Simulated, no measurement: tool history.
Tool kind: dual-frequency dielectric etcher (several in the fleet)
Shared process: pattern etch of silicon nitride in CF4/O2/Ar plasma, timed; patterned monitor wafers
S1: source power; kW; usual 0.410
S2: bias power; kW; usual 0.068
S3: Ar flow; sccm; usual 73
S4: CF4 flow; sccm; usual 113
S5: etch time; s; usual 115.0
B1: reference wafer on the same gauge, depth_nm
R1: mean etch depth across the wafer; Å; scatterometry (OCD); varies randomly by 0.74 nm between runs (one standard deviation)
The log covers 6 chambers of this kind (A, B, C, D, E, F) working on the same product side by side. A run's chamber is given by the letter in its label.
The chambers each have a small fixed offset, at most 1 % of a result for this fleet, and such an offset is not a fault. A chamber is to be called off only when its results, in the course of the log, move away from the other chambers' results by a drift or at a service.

Run 1B, day 0.333: usual settings; B1 180.90. Result: R1 2180.2 Å.
Run 2C, day 0.600: usual settings; B1 181.09. Result: R1 2126.4 Å.
Run 3E, day 0.971: usual settings; B1 180.99. Result: R1 2169.1 Å.
Run 4D, day 1.300: usual settings; B1 180.98. Result: R1 2150.5 Å.
Run 5A, day 1.588: usual settings; B1 181.12. Result: R1 2157.2 Å.
Run 6F, day 1.800: usual settings; B1 180.97. Result: R1 2167.1 Å.
At day 1.850: chamber F: wet clean of the chamber.
Run 7F, day 2.075: usual settings; B1 181.02. Result: R1 2177.1 Å.
Run 8E, day 2.312: usual settings; B1 180.90. Result: R1 2174.7 Å.
Run 9A, day 2.562: usual settings; B1 181.02. Result: R1 2157.8 Å.
At day 2.746: chamber D: wet clean of the chamber.
Run 10B, day 2.867: usual settings; B1 181.14. Result: R1 2174.0 Å.
Run 11C, day 3.258: usual settings; B1 181.06. Result: R1 2148.6 Å.
Run 12D, day 3.692: usual settings; B1 180.95. Result: R1 2152.8 Å.
Run 13D, day 3.938: usual settings; B1 181.04. Result: R1 2146.9 Å.
Run 14C, day 4.400: usual settings; B1 181.05. Result: R1 2138.0 Å.
Run 15A, day 4.646: usual settings; B1 181.08. Result: R1 2153.4 Å.
Run 16B, day 4.904: usual settings; B1 181.01. Result: R1 2180.4 Å.
Run 17F, day 5.146: usual settings but S1 0.460 kW, S5 99.5 s; B1 180.93. Result: R1 2067.9 Å.
Run 18E, day 5.404: usual settings but S1 0.460 kW, S5 99.5 s; B1 180.87. Result: R1 2083.7 Å.
At day 5.725: chamber E: source power generator calibrated.
Run 19A, day 5.779: usual settings but S1 0.460 kW, S5 99.5 s; B1 181.06. Result: R1 2062.5 Å.
Run 20D, day 6.054: usual settings but S1 0.460 kW, S5 99.5 s; B1 181.03. Result: R1 2053.9 Å.
Run 21E, day 6.329: usual settings but S1 0.460 kW, S5 99.5 s; B1 181.01. Result: R1 2077.3 Å.
Run 22C, day 6.542: usual settings but S1 0.460 kW, S5 99.5 s; B1 181.07. Result: R1 2052.6 Å.
Run 23B, day 6.812: usual settings; B1 180.90. Result: R1 2180.7 Å.
Run 24F, day 7.117: usual settings but S1 0.350 kW, S4 99 sccm; B1 180.98. Result: R1 1849.5 Å.
Run 25C, day 7.538: usual settings but S1 0.350 kW, S4 99 sccm; B1 180.90. Result: R1 1860.5 Å.
At day 7.833: chamber B: source power generator calibrated.
At day 7.854: chamber F: Ar flow controller replaced.
Run 26F, day 7.875: usual settings but S1 0.350 kW, S4 99 sccm; B1 180.97. Result: R1 1829.4 Å.
Run 27E, day 8.275: usual settings but S1 0.350 kW, S4 99 sccm; B1 181.06. Result: R1 1871.6 Å.
Run 28A, day 8.712: usual settings but S1 0.350 kW, S4 99 sccm; B1 181.18. Result: R1 1861.6 Å.
Run 29B, day 9.104: usual settings but S1 0.350 kW, S4 99 sccm; B1 180.82. Result: R1 1881.0 Å.
Run 30D, day 9.467: usual settings but S3 89 sccm, S4 86 sccm; B1 180.96. Result: R1 2056.7 Å.
Run 31B, day 9.692: usual settings but S3 89 sccm, S4 86 sccm; B1 181.03. Result: R1 2081.1 Å.
Run 32F, day 10.142: usual settings but S3 89 sccm, S4 86 sccm; B1 180.98. Result: R1 2039.8 Å.
At day 10.242: chamber A: wet clean of the chamber.
Run 33A, day 10.367: usual settings but S3 89 sccm, S4 86 sccm; B1 180.85. Result: R1 2070.7 Å.
Run 34E, day 10.654: usual settings but S3 89 sccm, S4 86 sccm; B1 180.88. Result: R1 2088.4 Å.
Run 35C, day 11.133: usual settings but S3 89 sccm, S4 86 sccm; B1 181.12. Result: R1 2054.7 Å.
Run 36D, day 11.371: usual settings; B1 181.08. Result: R1 2148.8 Å.

Next, all 6 chambers run the settings below, one line each with question marks for the results. What does each chamber give?
Run 37A, day 11.717: usual settings but S3 56 sccm. Result: R1 ?.
Run 37B, day 11.717: usual settings but S3 56 sccm. Result: R1 ?.
Run 37C, day 11.717: usual settings but S3 56 sccm. Result: R1 ?.
Run 37D, day 11.717: usual settings but S3 56 sccm. Result: R1 ?.
Run 37E, day 11.717: usual settings but S3 56 sccm. Result: R1 ?.
Run 37F, day 11.717: usual settings but S3 56 sccm. Result: R1 ?.

run      R1
37A  2221.0
37B  2213.8
37C  2203.7
37D  2194.7
37E  2225.5
37F  2175.5
